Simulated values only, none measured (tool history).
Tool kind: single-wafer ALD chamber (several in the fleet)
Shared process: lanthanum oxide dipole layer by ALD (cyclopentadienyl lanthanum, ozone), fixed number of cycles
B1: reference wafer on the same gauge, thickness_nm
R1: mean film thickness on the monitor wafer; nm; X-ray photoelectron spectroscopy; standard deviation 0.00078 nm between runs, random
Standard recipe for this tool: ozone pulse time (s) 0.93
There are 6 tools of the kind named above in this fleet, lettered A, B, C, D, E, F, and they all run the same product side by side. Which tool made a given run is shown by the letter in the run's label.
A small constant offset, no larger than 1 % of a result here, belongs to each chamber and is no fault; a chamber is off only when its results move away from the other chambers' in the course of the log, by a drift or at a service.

{"run": "1E", "hour": 10.6, "ozone pulse time (s)": 0.93, "B1": 0.44321, "R1": 0.48579}
{"run": "2D", "hour": 17.9, "ozone pulse time (s)": 0.93, "B1": 0.44317, "R1": 0.48727}
{"run": "3A", "hour": 29.4, "ozone pulse time (s)": 0.93, "B1": 0.44321, "R1": 0.48478}
{"run": "4C", "hour": 37.8, "ozone pulse time (s)": 0.93, "B1": 0.44337, "R1": 0.49082}
{"run": "5F", "hour": 47.5, "ozone pulse time (s)": 0.93, "B1": 0.44341, "R1": 0.48803}
{"run": "6B", "hour": 60.5, "ozone pulse time (s)": 0.75, "B1": 0.44332, "R1": 0.44818}
{"run": "7E", "hour": 71.9, "ozone pulse time (s)": 0.75, "B1": 0.44356, "R1": 0.44805}
{"run": "8C", "hour": 84.9, "ozone pulse time (s)": 0.75, "B1": 0.44358, "R1": 0.45218}
{"run": "9D", "hour": 95.3, "ozone pulse time (s)": 0.75, "B1": 0.4437, "R1": 0.44854}
{"run": "10A", "hour": 107.0, "ozone pulse time (s)": 0.75, "B1": 0.4437, "R1": 0.44745}
{"run": "11B", "hour": 117.8, "ozone pulse time (s)": 0.75, "B1": 0.44381, "R1": 0.44947}
{"hour": 128.3, "done": "chamber B: ozone generator serviced"}
{"run": "12F", "hour": 128.8, "ozone pulse time (s)": 0.93, "B1": 0.44374, "R1": 0.48744}
{"hour": 138.0, "done": "chamber D: thermocouple changed; heater temperature recalibrated"}
{"run": "13F", "hour": 140.2, "ozone pulse time (s)": 0.93, "B1": 0.44373, "R1": 0.48805}
{"run": "14C", "hour": 149.7, "ozone pulse time (s)": 0.93, "B1": 0.44421, "R1": 0.49023}
{"run": "15A", "hour": 158.4, "ozone pulse time (s)": 0.93, "B1": 0.44415, "R1": 0.48517}
{"hour": 168.5, "done": "chamber B: thermocouple changed; heater temperature recalibrated"}
{"run": "16B", "hour": 171.1, "ozone pulse time (s)": 1.29, "B1": 0.44414, "R1": 0.53138}
{"run": "17E", "hour": 180.9, "ozone pulse time (s)": 1.29, "B1": 0.44403, "R1": 0.53233}
{"run": "18D", "hour": 190.1, "ozone pulse time (s)": 1.29, "B1": 0.44397, "R1": 0.53334}
{"run": "19C", "hour": 198.7, "ozone pulse time (s)": 1.29, "B1": 0.44416, "R1": 0.53755}
{"run": "20D", "hour": 207.4, "ozone pulse time (s)": 1.29, "B1": 0.44436, "R1": 0.53362}
{"run": "21A", "hour": 213.8, "ozone pulse time (s)": 1.29, "B1": 0.44418, "R1": 0.53159}
{"run": "22E", "hour": 221.5, "ozone pulse time (s)": 0.93, "B1": 0.44436, "R1": 0.48705}
{"run": "23F", "hour": 230.9, "ozone pulse time (s)": 0.93, "B1": 0.44446, "R1": 0.48793}
{"run": "24B", "hour": 237.3, "ozone pulse time (s)": 0.93, "B1": 0.44464, "R1": 0.48824}
{"run": "25B", "hour": 245.9, "ozone pulse time (s)": 0.93, "B1": 0.44453, "R1": 0.48616}
{"run": "26C", "hour": 258.4, "ozone pulse time (s)": 0.93, "B1": 0.44485, "R1": 0.49241}
{"run": "27E", "hour": 271.1, "ozone pulse time (s)": 0.93, "B1": 0.44471, "R1": 0.48861}
{"run": "28F", "hour": 281.9, "ozone pulse time (s)": 0.93, "B1": 0.44494, "R1": 0.48911}
{"hour": 288.8, "done": "chamber E: thermocouple changed; heater temperature recalibrated"}
{"run": "29A", "hour": 289.9, "ozone pulse time (s)": 0.93, "B1": 0.44487, "R1": 0.48657}
{"run": "30D", "hour": 297.3, "ozone pulse time (s)": 0.93, "B1": 0.44518, "R1": 0.48764}
{"run": "31E", "hour": 305.4, "ozone pulse time (s)": 0.93, "B1": 0.44487, "R1": 0.48853}
{"hour": 314.1, "done": "chamber C: thermocouple changed; heater temperature recalibrated"}
{"run": "32A", "hour": 316.2, "ozone pulse time (s)": 0.6, "B1": 0.44537, "R1": 0.40417}
{"run": "33C", "hour": 325.5, "ozone pulse time (s)": 0.6, "B1": 0.44511, "R1": 0.40661}
{"run": "34F", "hour": 337.9, "ozone pulse time (s)": 0.6, "B1": 0.44515, "R1": 0.405}
{"run": "35D", "hour": 347.0, "ozone pulse time (s)": 0.6, "B1": 0.44537, "R1": 0.40734}
{"run": "36B", "hour": 359.3, "ozone pulse time (s)": 0.6, "B1": 0.44539, "R1": 0.40623}
{"run": "37E", "hour": 370.7, "ozone pulse time (s)": 0.6, "B1": 0.44528, "R1": 0.406}
{"run": "38D", "hour": 382.6, "ozone pulse time (s)": 1.17, "B1": 0.44557, "R1": 0.52288}
{"run": "39F", "hour": 392.1, "ozone pulse time (s)": 1.17, "B1": 0.44558, "R1": 0.52488}
{"run": "40C", "hour": 404.5, "ozone pulse time (s)": 1.17, "B1": 0.44567, "R1": 0.52715}
{"run": "41A", "hour": 410.5, "ozone pulse time (s)": 1.17, "B1": 0.4455, "R1": 0.52158}
{"run": "42B", "hour": 423.6, "ozone pulse time (s)": 1.17, "B1": 0.44573, "R1": 0.52115}
{"run": "43A", "hour": 431.4, "ozone pulse time (s)": 1.17, "B1": 0.4458, "R1": 0.52203}

Each of the 6 chambers runs these same settings next. Fill in every chamber's results:
{"run": "44A", "hour": 441.1, "ozone pulse time (s)": 1.19, "R1": "?"}
{"run": "44B", "hour": 441.1, "ozone pulse time (s)": 1.19, "R1": "?"}
{"run": "44C", "hour": 441.1, "ozone pulse time (s)": 1.19, "R1": "?"}
{"run": "44D", "hour": 441.1, "ozone pulse time (s)": 1.19, "R1": "?"}
{"run": "44E", "hour": 441.1, "ozone pulse time (s)": 1.19, "R1": "?"}
{"run": "44F", "hour": 441.1, "ozone pulse time (s)": 1.19, "R1": "?"}

run=44A R1=0.52278
run=44B R1=0.52525
run=44C R1=0.52929
run=44D R1=0.52560
run=44E R1=0.52372
run=44F R1=0.52787
